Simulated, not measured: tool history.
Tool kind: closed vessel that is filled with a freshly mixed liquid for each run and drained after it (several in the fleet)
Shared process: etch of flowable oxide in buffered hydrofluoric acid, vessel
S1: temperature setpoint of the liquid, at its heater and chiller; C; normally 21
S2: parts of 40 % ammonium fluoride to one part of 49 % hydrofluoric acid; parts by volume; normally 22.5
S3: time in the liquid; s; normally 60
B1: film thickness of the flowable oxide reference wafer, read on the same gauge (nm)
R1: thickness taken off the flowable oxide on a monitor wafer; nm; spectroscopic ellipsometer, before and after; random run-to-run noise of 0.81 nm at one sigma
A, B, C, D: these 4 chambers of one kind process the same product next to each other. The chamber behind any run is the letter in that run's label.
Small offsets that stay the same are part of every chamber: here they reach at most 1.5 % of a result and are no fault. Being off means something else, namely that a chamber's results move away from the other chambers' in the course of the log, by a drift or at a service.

| run | day | S1 | S2 | S3 | B1 | R1 |
|---|---|---|---|---|---|---|
| 1D | 0.225 | 21 | 22.5 | 60 | 129.99 | 105.56 |
| 2B | 0.662 | 21 | 22.5 | 60 | 130 | 104.42 |
| 3C | 1.104 | 21 | 22.5 | 60 | 130.08 | 105.73 |
| 4A | 1.517 | 21 | 22.5 | 60 | 130.02 | 105.74 |
| 5A | 1.871 | 21 | 22.5 | 60 | 130.03 | 105.87 |
| 6C | 2.262 | 21 | 28.5 | 60 | 129.95 | 89.488 |
| 7D | 2.562 | 21 | 28.5 | 60 | 129.99 | 89.403 |
|  | 2.846 | chamber C: hydrofluoric acid flow meter replaced |
| 8B | 3.029 | 21 | 28.5 | 60 | 130 | 88.264 |
| 9C | 3.458 | 21 | 28.5 | 60 | 129.95 | 88.496 |
| 10B | 3.904 | 21 | 22.5 | 60 | 129.99 | 106.02 |
| 11D | 4.296 | 21 | 22.5 | 60 | 130.03 | 106.29 |
| 12A | 4.512 | 21 | 22.5 | 60 | 129.99 | 105.26 |
| 13C | 4.871 | 21 | 22.5 | 60 | 129.97 | 104.95 |
| 14A | 5.167 | 21 | 22.5 | 60 | 129.98 | 106.87 |
| 15B | 5.588 | 21 | 22.5 | 60 | 130.01 | 107.78 |
| 16D | 6.029 | 21 | 22.5 | 60 | 130 | 106.94 |
| 17B | 6.258 | 21 | 22.5 | 60 | 129.99 | 108.65 |
| 18A | 6.654 | 21 | 22.5 | 60 | 129.97 | 106.01 |
| 19D | 6.871 | 21 | 22.5 | 60 | 130.05 | 107.69 |
| 20C | 7.317 | 21 | 22.5 | 60 | 130.01 | 107.46 |
| 21D | 7.65 | 21 | 22.5 | 60 | 130.01 | 107.04 |
| 22B | 8.008 | 21 | 22.5 | 60 | 130 | 111.93 |
| 23A | 8.375 | 21 | 22.5 | 60 | 130.01 | 107.32 |
| 24C | 8.833 | 21 | 22.5 | 60 | 130.02 | 105.73 |
| 25B | 9.283 | 21 | 22.5 | 60 | 130.01 | 115.01 |
| 26C | 9.496 | 21 | 22.5 | 60 | 129.99 | 105.99 |
| 27A | 9.746 | 21 | 22.5 | 60 | 130.04 | 106.46 |
| 28D | 10.021 | 21 | 22.5 | 60 | 130.04 | 106.27 |
| 29A | 10.346 | 21 | 22.5 | 60 | 130.01 | 105.78 |
| 30B | 10.562 | 21 | 22.5 | 60 | 129.99 | 114.78 |

The same settings go to every chamber for the next run, one line per chamber below. Forecast the results for each:
| 31A | 10.917 | 17 | 22.5 | 60 |  | ? |
| 31B | 10.917 | 17 | 22.5 | 60 |  | ? |
| 31C | 10.917 | 17 | 22.5 | 60 |  | ? |
| 31D | 10.917 | 17 | 22.5 | 60 |  | ? |

| run | R1 |
|---|---|
| 31A | 83.066 |
| 31B | 91.92 |
| 31C | 82.808 |
| 31D | 85.182 |

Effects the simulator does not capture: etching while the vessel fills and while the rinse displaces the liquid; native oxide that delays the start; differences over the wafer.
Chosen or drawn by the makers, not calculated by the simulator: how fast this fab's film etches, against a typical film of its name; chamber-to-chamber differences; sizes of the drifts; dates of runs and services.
